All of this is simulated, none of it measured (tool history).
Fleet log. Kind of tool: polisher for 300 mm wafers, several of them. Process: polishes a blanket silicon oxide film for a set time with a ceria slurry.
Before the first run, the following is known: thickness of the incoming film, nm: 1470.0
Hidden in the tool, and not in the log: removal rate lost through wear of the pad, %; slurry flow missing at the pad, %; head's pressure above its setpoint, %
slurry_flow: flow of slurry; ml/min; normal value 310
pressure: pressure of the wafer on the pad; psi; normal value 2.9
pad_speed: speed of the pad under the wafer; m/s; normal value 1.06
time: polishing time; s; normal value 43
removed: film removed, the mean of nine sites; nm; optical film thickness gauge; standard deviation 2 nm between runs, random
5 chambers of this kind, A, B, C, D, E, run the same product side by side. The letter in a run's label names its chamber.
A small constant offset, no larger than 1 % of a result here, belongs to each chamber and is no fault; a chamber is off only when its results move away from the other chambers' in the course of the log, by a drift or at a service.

run,hour,slurry_flow,pressure,pad_speed,time,wafers polished on this pad,hours since the slurry nozzle was cleaned,hours since the head pressure was calibrated,removed
1B,4.1,310,2.9,1.06,43,733,59.0,147.7,186.32
# hour 5.0: chamber C: worn pad replaced by a new one
2A,9.4,310,2.9,1.06,43,173,320.7,123.8,185.33
3E,14.9,310,2.9,1.06,43,906,468.4,1142.0,183.53
4C,24.0,310,2.9,1.06,43,268,70.7,556.5,183.10
5D,29.3,310,2.9,1.06,43,571,252.6,85.1,182.71
6E,37.4,310,2.9,1.06,43,1223,490.9,1164.5,180.63
7D,44.5,310,2.9,1.06,43,785,267.8,100.3,184.35
# hour 47.0: chamber D: worn pad replaced by a new one
# hour 47.2: chamber E: worn pad replaced by a new one
8A,52.2,400,2.9,0.92,43,775,363.5,166.6,165.14
9B,56.5,400,2.9,0.92,43,1471,111.4,200.1,164.46
10C,64.5,400,2.9,0.92,43,838,111.2,597.0,162.47
# hour 73.7: chamber A: worn pad replaced by a new one
11B,73.7,400,2.9,0.92,43,1713,128.6,217.3,164.23
# hour 78.1: chamber C: worn pad replaced by a new one
12D,82.2,400,2.9,0.92,43,496,305.5,138.0,162.13
13C,88.7,310,2.9,1.06,43,150,135.4,621.2,187.51
# hour 95.6: chamber C: head pressure recalibrated
14E,97.0,310,2.9,1.06,43,701,550.5,1224.1,182.57
# hour 104.9: chamber D: worn pad replaced by a new one
15A,105.1,310,2.9,1.06,43,443,416.4,219.5,185.08
16E,111.1,310,2.9,1.06,43,900,564.6,1238.2,186.50
17C,115.6,310,2.9,1.06,43,529,162.3,20.0,182.84
18A,124.6,310,2.9,1.06,43,718,435.9,239.0,186.54
19D,133.3,310,2.9,1.06,43,400,356.6,189.1,185.07
20B,141.5,310,2.9,1.06,43,2668,196.4,285.1,181.91
21D,148.9,310,2.9,1.06,43,620,372.2,204.7,182.90
# hour 150.7: chamber B: slurry nozzle cleaned
# hour 155.2: chamber E: worn pad replaced by a new one
22B,157.6,310,2.9,1.06,43,2895,6.9,301.2,178.82
# hour 159.7: chamber C: worn pad replaced by a new one
# hour 160.8: chamber A: worn pad replaced by a new one
23C,166.4,310,2.9,1.06,43,95,213.1,70.8,181.22
# hour 167.7: chamber D: worn pad replaced by a new one
24E,172.4,310,2.9,1.06,43,242,625.9,1299.5,182.56
25A,179.5,310,2.9,1.06,43,264,490.8,293.9,184.83
26E,187.5,310,2.9,1.06,43,455,641.0,1314.6,182.74
27D,193.1,310,2.9,1.06,43,358,416.4,248.9,183.00
28B,200.9,310,2.9,1.06,43,3504,50.2,344.5,170.41
29C,206.8,310,2.9,1.06,43,664,253.5,111.2,185.32
30A,211.3,310,2.9,1.06,43,712,522.6,325.7,184.88
31C,218.9,310,2.9,1.06,43,834,265.6,123.3,179.19
32E,228.0,310,2.9,0.92,43,1025,681.5,1355.1,157.64
# hour 228.4: chamber D: worn pad replaced by a new one
# hour 232.6: chamber A: worn pad replaced by a new one
33D,234.6,310,2.9,0.92,43,88,457.9,290.4,161.63
# hour 236.6: chamber C: worn pad replaced by a new one
34B,240.7,310,2.9,0.92,43,4065,90.0,384.3,148.53
35A,247.7,310,2.9,0.92,43,212,559.0,362.1,161.74
# hour 251.8: chamber E: worn pad replaced by a new one
36C,252.1,310,2.9,0.92,43,219,298.8,156.5,159.11
37A,257.9,310,2.9,1.06,43,356,569.2,372.3,188.80
38E,263.1,310,2.9,1.06,43,159,716.6,1390.2,186.90
39B,268.3,310,2.9,1.06,43,4454,117.6,411.9,172.19
40D,275.5,310,2.9,1.06,43,664,498.8,331.3,182.76
# hour 280.4: chamber D: worn pad replaced by a new one
41D,284.1,310,2.9,1.06,43,53,507.4,339.9,181.31

Is one chamber off against the others, does the gauge drift, or is nothing wrong? If a chamber is off, say which, and what the likeliest cause is.

Little by little, chamber B moves away from the other chambers.
Likeliest cause: removal rate lost through wear of the pad, % = 9.17.
From this log alone, it may not be told apart from: head's pressure below its setpoint, %.

Below are 4 candidate recipes for chamber B's next run, each the usual settings with a change, their results shown as question marks. Which of them brings B's results back in line with what the other chambers give on the usual settings?
In line here means within this much of the mean the other chambers give on the usual settings: removed 7.00 nm
42B-1,290.6,310,2.8,1.00,41,,,,?
42B-2,290.6,310,2.9,1.14,46,,,,?
42B-3,290.6,310,2.8,1.02,43,,,,?
42B-4,290.6,310,3.1,1.06,43,,,,?

Other chambers, usual settings, mean: removed 183.53 nm
run,removed
42B-1,146.77
42B-2,194.13
42B-3,156.97
42B-4,180.60
The answer is 42B-4, which returns the chamber to within the allowed miss of the others.
